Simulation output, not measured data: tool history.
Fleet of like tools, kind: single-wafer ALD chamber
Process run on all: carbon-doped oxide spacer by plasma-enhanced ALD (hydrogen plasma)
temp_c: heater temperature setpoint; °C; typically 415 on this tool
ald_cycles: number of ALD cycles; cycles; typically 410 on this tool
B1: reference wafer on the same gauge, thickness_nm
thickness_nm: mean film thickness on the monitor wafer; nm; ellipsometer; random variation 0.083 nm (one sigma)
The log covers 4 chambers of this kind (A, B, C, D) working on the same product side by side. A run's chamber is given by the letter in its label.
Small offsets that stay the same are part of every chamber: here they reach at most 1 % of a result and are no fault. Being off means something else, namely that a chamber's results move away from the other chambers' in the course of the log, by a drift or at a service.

run 1D hour=4.5 | temp_c=415 ald_cycles=410 | B1=16.995 | thickness_nm=19.484
run 2A hour=9.5 | temp_c=415 ald_cycles=410 | B1=16.999 | thickness_nm=19.749
run 3C hour=13.1 | temp_c=415 ald_cycles=410 | B1=16.984 | thickness_nm=19.671
run 4B hour=17.5 | temp_c=415 ald_cycles=410 | B1=16.982 | thickness_nm=19.777
run 5B hour=22.7 | temp_c=415 ald_cycles=410 | B1=17.004 | thickness_nm=19.703
run 6C hour=26.4 | temp_c=415 ald_cycles=410 | B1=16.999 | thickness_nm=19.475
run 7D hour=29.1 | temp_c=415 ald_cycles=410 | B1=17.003 | thickness_nm=19.45
run 8A hour=34.2 | temp_c=415 ald_cycles=410 | B1=17.003 | thickness_nm=19.72
run 9A hour=38.4 | temp_c=415 ald_cycles=410 | B1=17.001 | thickness_nm=19.738
run 10B hour=41.5 | temp_c=415 ald_cycles=410 | B1=17.011 | thickness_nm=19.674
run 11D hour=45.7 | temp_c=415 ald_cycles=410 | B1=16.988 | thickness_nm=19.308
run 12C hour=48.6 | temp_c=415 ald_cycles=410 | B1=16.981 | thickness_nm=19.48
run 13A hour=51 | temp_c=415 ald_cycles=410 | B1=17.016 | thickness_nm=19.678
run 14C hour=54.9 | temp_c=415 ald_cycles=410 | B1=17.017 | thickness_nm=19.787
run 15B hour=60.1 | temp_c=415 ald_cycles=410 | B1=16.996 | thickness_nm=19.571
run 16D hour=65.3 | temp_c=408 ald_cycles=410 | B1=17.009 | thickness_nm=20.023
run 17B hour=69.3 | temp_c=408 ald_cycles=410 | B1=16.992 | thickness_nm=20.114
run 18A hour=72.4 | temp_c=408 ald_cycles=410 | B1=16.996 | thickness_nm=20.248
run 19C hour=76.2 | temp_c=408 ald_cycles=410 | B1=16.996 | thickness_nm=20.11
run 20D hour=78.6 | temp_c=415 ald_cycles=410 | B1=16.99 | thickness_nm=19.554
run 21B hour=83.9 | temp_c=415 ald_cycles=410 | B1=16.996 | thickness_nm=19.591
run 22C hour=88.1 | temp_c=415 ald_cycles=410 | B1=17.004 | thickness_nm=19.576
run 23A hour=92.1 | temp_c=415 ald_cycles=410 | B1=16.986 | thickness_nm=19.675
run 24D hour=96.8 | temp_c=423 ald_cycles=333 | B1=17.01 | thickness_nm=15.598
run 25D hour=100.3 | temp_c=423 ald_cycles=333 | B1=16.976 | thickness_nm=15.42
run 26C hour=103.8 | temp_c=423 ald_cycles=333 | B1=16.998 | thickness_nm=15.694
run 27B hour=106.8 | temp_c=423 ald_cycles=333 | B1=17.002 | thickness_nm=15.503
run 28A hour=112 | temp_c=415 ald_cycles=410 | B1=17.007 | thickness_nm=19.815
run 29C hour=114.4 | temp_c=415 ald_cycles=410 | B1=17.027 | thickness_nm=19.558
run 30B hour=119.5 | temp_c=415 ald_cycles=410 | B1=17.008 | thickness_nm=19.741
run 31A hour=122.8 | temp_c=404 ald_cycles=410 | B1=17.018 | thickness_nm=20.384
run 32D hour=127.9 | temp_c=404 ald_cycles=410 | B1=17.032 | thickness_nm=20.173
run 33B hour=130.8 | temp_c=404 ald_cycles=410 | B1=17.003 | thickness_nm=20.255
run 34A hour=134.6 | temp_c=404 ald_cycles=410 | B1=17.007 | thickness_nm=20.309

Decide between three cases: one chamber stands off from its peers, the gauge reading all wafers drifts, or nothing is wrong past each chamber's small offset. Where a chamber is off, say which and what most likely put it there.

No chamber stands off beyond its own small offset, and the gauge holds steady.
